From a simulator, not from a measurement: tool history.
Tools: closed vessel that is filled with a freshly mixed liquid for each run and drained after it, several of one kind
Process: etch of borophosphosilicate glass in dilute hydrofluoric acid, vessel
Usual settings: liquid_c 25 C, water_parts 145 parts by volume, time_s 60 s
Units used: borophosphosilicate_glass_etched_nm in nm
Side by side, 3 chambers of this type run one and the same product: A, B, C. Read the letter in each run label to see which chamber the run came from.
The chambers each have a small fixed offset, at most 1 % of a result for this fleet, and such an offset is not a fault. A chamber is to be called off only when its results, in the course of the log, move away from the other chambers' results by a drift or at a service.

run   hour  liquid_c  water_parts  time_s  read-back film thickness of the borophosphosilicate glass reference wafer, read on the same gauge (nm)  borophosphosilicate_glass_etched_nm
 1A    3.7        25          145      60                                                                                                  119.99                               14.744
 2B    9.1        25          145      60                                                                                                  119.99                                15.14
 3C   14.9        25          145      60                                                                                                     120                               14.993
 4A   17.9        25          145      60                                                                                                  120.03                                14.92
 5C   23.5        25          145      45                                                                                                     120                               11.158
 6B   29.1        25          145      45                                                                                                     120                               11.362
 7C   32.8        25          145      45                                                                                                  119.99                               11.155
 8B   36.3        25          145      60                                                                                                     120                               15.317
 9A   41.9        25          145      60                                                                                                  119.99                                15.17
10A     45        25          145      60                                                                                                     120                               15.067
11C   50.6        25          145      60                                                                                                  119.98                               15.196
12B   56.3        25          145      60                                                                                                  119.99                               15.241
13B   62.5        25          145      60                                                                                                  119.99                               15.138
14A   68.1        25          145      60                                                                                                  120.01                                15.04
15C   71.3        25          145      60                                                                                                  120.02                               15.013
16C   74.2        25          145      60                                                                                                     120                               14.891
17A     80        25          145      60                                                                                                  120.01                               15.097
18B   83.9        25          145      60                                                                                                  119.99                               15.066
19B   87.6        25          125      95                                                                                                  120.01                               28.116
20A   90.8        25          125      95                                                                                                  119.98                               29.029
21C   94.3        25          125      95                                                                                                  120.02                               28.097
22B   99.7        23           90      60                                                                                                  120.01                               23.836
23A  104.6        23           90      60                                                                                                     120                               24.439
24C  109.2        23           90      60                                                                                                  120.01                               23.862
25A  114.1        25          145      60                                                                                                  119.98                               15.195
26B  119.8        25          145      60                                                                                                  119.99                               15.237
27C    123        25          145      60                                                                                                  119.98                               14.977
28B    127        25          145      60                                                                                                     120                               15.189
29C    131        25          145      60                                                                                                  119.99                               14.841
30A  137.2        25          110      60                                                                                                  120.01                                21.48
31C  142.5        25          110      60                                                                                                     120                               20.593
32B  148.3        25          110      60                                                                                                  120.01                               20.572
33A  151.5        25          145      60                                                                                                  119.99                               15.753
34A  154.6        25          145      60                                                                                                     120                               15.508
35B  160.3        25          195      50                                                                                                  120.01                               8.8321
36C  166.3        25          195      50                                                                                                  119.99                               8.8227
37B  171.8        25          195      50                                                                                                  120.02                                8.742
38A  175.7        25          145      60                                                                                                     120                               15.861
39C  180.3        25          145      60                                                                                                  120.03                               14.874

Is one chamber off against the others, does the gauge drift, or is nothing wrong? If a chamber is off, say which, and what the likeliest cause is.

Chamber A drifts away from the others.
Cause: liquid hotter than its thermometer reads (K) = 1.36.
It could be hard to tell apart here from: hydrofluoric acid flow above the setpoint (%).

Below are 4 candidate recipes for chamber A's next run, each the usual settings with a change, their results shown as question marks. Which of them brings A's results back in line with what the other chambers give on the usual settings?
In line means no further than this from the other chambers' mean on the usual settings: borophosphosilicate_glass_etched_nm 0.38 nm
40A-1  184.9        25          145      65                                                                                                                                            ?
40A-2  184.9        25          155      60                                                                                                                                            ?
40A-3  184.9        25          140      60                                                                                                                                            ?
40A-4  184.9        25          150      60                                                                                                                                            ?

Mean of the other chambers on the usual settings: borophosphosilicate_glass_etched_nm 15.038 nm
  run  borophosphosilicate_glass_etched_nm
40A-1                               17.034
40A-2                               14.539
40A-3                               16.381
40A-4                               15.112
It is 40A-4 that realigns the chamber with its peers.
